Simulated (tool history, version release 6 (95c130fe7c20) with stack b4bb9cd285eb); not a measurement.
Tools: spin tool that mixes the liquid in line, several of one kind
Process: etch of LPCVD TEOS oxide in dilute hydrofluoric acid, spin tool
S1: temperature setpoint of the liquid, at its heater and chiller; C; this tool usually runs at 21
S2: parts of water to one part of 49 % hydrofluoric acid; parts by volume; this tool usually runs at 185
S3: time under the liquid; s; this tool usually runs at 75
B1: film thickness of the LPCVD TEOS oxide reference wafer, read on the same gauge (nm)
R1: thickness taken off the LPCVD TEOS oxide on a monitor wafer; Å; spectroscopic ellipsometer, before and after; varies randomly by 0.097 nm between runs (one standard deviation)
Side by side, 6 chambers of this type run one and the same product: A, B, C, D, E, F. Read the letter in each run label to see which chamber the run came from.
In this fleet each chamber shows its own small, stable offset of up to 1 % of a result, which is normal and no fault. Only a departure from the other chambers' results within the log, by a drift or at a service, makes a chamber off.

{"run": "1C", "hour": 6.8, "S1": 21, "S2": 185, "S3": 75, "B1": 59.967, "R1": 98.315}
{"run": "2E", "hour": 14.0, "S1": 21, "S2": 185, "S3": 75, "B1": 60.03, "R1": 99.972}
{"run": "3F", "hour": 19.9, "S1": 21, "S2": 185, "S3": 75, "B1": 60.018, "R1": 101.06}
{"run": "4B", "hour": 23.8, "S1": 21, "S2": 185, "S3": 75, "B1": 59.982, "R1": 99.379}
{"run": "5A", "hour": 28.1, "S1": 21, "S2": 220, "S3": 55, "B1": 59.962, "R1": 58.769}
{"run": "6D", "hour": 33.4, "S1": 21, "S2": 220, "S3": 55, "B1": 59.979, "R1": 58.968}
{"run": "7E", "hour": 39.8, "S1": 21, "S2": 220, "S3": 55, "B1": 60.017, "R1": 59.626}
{"run": "8F", "hour": 44.5, "S1": 21, "S2": 220, "S3": 55, "B1": 60.035, "R1": 59.355}
{"run": "9B", "hour": 48.8, "S1": 21, "S2": 220, "S3": 55, "B1": 60.051, "R1": 58.131}
{"hour": 52.5, "done": "chamber A: thermometer replaced"}
{"run": "10C", "hour": 54.2, "S1": 21, "S2": 220, "S3": 55, "B1": 60.001, "R1": 58.567}
{"run": "11A", "hour": 57.5, "S1": 21, "S2": 185, "S3": 115, "B1": 59.988, "R1": 151.95}
{"run": "12D", "hour": 62.1, "S1": 21, "S2": 185, "S3": 115, "B1": 59.981, "R1": 151.94}
{"run": "13D", "hour": 69.6, "S1": 21, "S2": 185, "S3": 115, "B1": 60.012, "R1": 154.54}
{"run": "14C", "hour": 77.2, "S1": 21, "S2": 185, "S3": 115, "B1": 60.017, "R1": 145.92}
{"run": "15F", "hour": 83.8, "S1": 21, "S2": 185, "S3": 115, "B1": 59.973, "R1": 154.3}
{"run": "16A", "hour": 89.0, "S1": 21, "S2": 185, "S3": 115, "B1": 59.989, "R1": 152.88}
{"run": "17B", "hour": 94.7, "S1": 21, "S2": 185, "S3": 75, "B1": 59.996, "R1": 98.986}
{"run": "18E", "hour": 101.1, "S1": 21, "S2": 185, "S3": 75, "B1": 60.025, "R1": 100.05}
{"run": "19A", "hour": 105.9, "S1": 21, "S2": 185, "S3": 75, "B1": 59.97, "R1": 101.52}
{"run": "20C", "hour": 111.7, "S1": 21, "S2": 185, "S3": 75, "B1": 60.039, "R1": 94.563}
{"run": "21F", "hour": 116.0, "S1": 21, "S2": 270, "S3": 75, "B1": 60.014, "R1": 62.732}
{"run": "22E", "hour": 123.2, "S1": 21, "S2": 270, "S3": 75, "B1": 59.991, "R1": 61.74}
{"run": "23B", "hour": 128.4, "S1": 21, "S2": 270, "S3": 75, "B1": 59.973, "R1": 63.221}
{"run": "24D", "hour": 134.0, "S1": 21, "S2": 270, "S3": 75, "B1": 59.987, "R1": 62.057}
{"run": "25F", "hour": 140.0, "S1": 21, "S2": 270, "S3": 75, "B1": 60.003, "R1": 63.913}
{"run": "26C", "hour": 145.1, "S1": 21, "S2": 270, "S3": 75, "B1": 59.998, "R1": 57.926}
{"run": "27D", "hour": 149.8, "S1": 21, "S2": 185, "S3": 75, "B1": 60.011, "R1": 99.417}
{"run": "28B", "hour": 154.7, "S1": 21, "S2": 185, "S3": 75, "B1": 59.987, "R1": 99.716}
{"run": "29E", "hour": 161.0, "S1": 21, "S2": 185, "S3": 75, "B1": 59.997, "R1": 100.95}
{"run": "30A", "hour": 166.0, "S1": 21, "S2": 185, "S3": 75, "B1": 59.98, "R1": 100.24}
{"run": "31A", "hour": 171.7, "S1": 21, "S2": 185, "S3": 75, "B1": 59.972, "R1": 100.61}
{"run": "32E", "hour": 176.9, "S1": 21, "S2": 185, "S3": 75, "B1": 59.974, "R1": 97.068}
{"run": "33C", "hour": 182.8, "S1": 21, "S2": 255, "S3": 75, "B1": 60.036, "R1": 60.23}
{"run": "34D", "hour": 186.4, "S1": 21, "S2": 255, "S3": 75, "B1": 59.99, "R1": 68.067}
{"run": "35F", "hour": 192.7, "S1": 21, "S2": 255, "S3": 75, "B1": 60.005, "R1": 68.235}
{"run": "36B", "hour": 197.5, "S1": 21, "S2": 255, "S3": 75, "B1": 59.969, "R1": 67.709}
{"run": "37B", "hour": 201.0, "S1": 21, "S2": 255, "S3": 75, "B1": 59.966, "R1": 68.736}
{"run": "38D", "hour": 204.4, "S1": 21, "S2": 255, "S3": 75, "B1": 60.016, "R1": 67.919}

Predict what each chamber gives when all 6 of them run the settings below next.
{"run": "39A", "hour": 209.8, "S1": 17, "S2": 185, "S3": 75, "R1": "?"}
{"run": "39B", "hour": 209.8, "S1": 17, "S2": 185, "S3": 75, "R1": "?"}
{"run": "39C", "hour": 209.8, "S1": 17, "S2": 185, "S3": 75, "R1": "?"}
{"run": "39D", "hour": 209.8, "S1": 17, "S2": 185, "S3": 75, "R1": "?"}
{"run": "39E", "hour": 209.8, "S1": 17, "S2": 185, "S3": 75, "R1": "?"}
{"run": "39F", "hour": 209.8, "S1": 17, "S2": 185, "S3": 75, "R1": "?"}

run=39A R1=85.785
run=39B R1=83.896
run=39C R1=75.022
run=39D R1=83.987
run=39E R1=84.876
run=39F R1=85.555
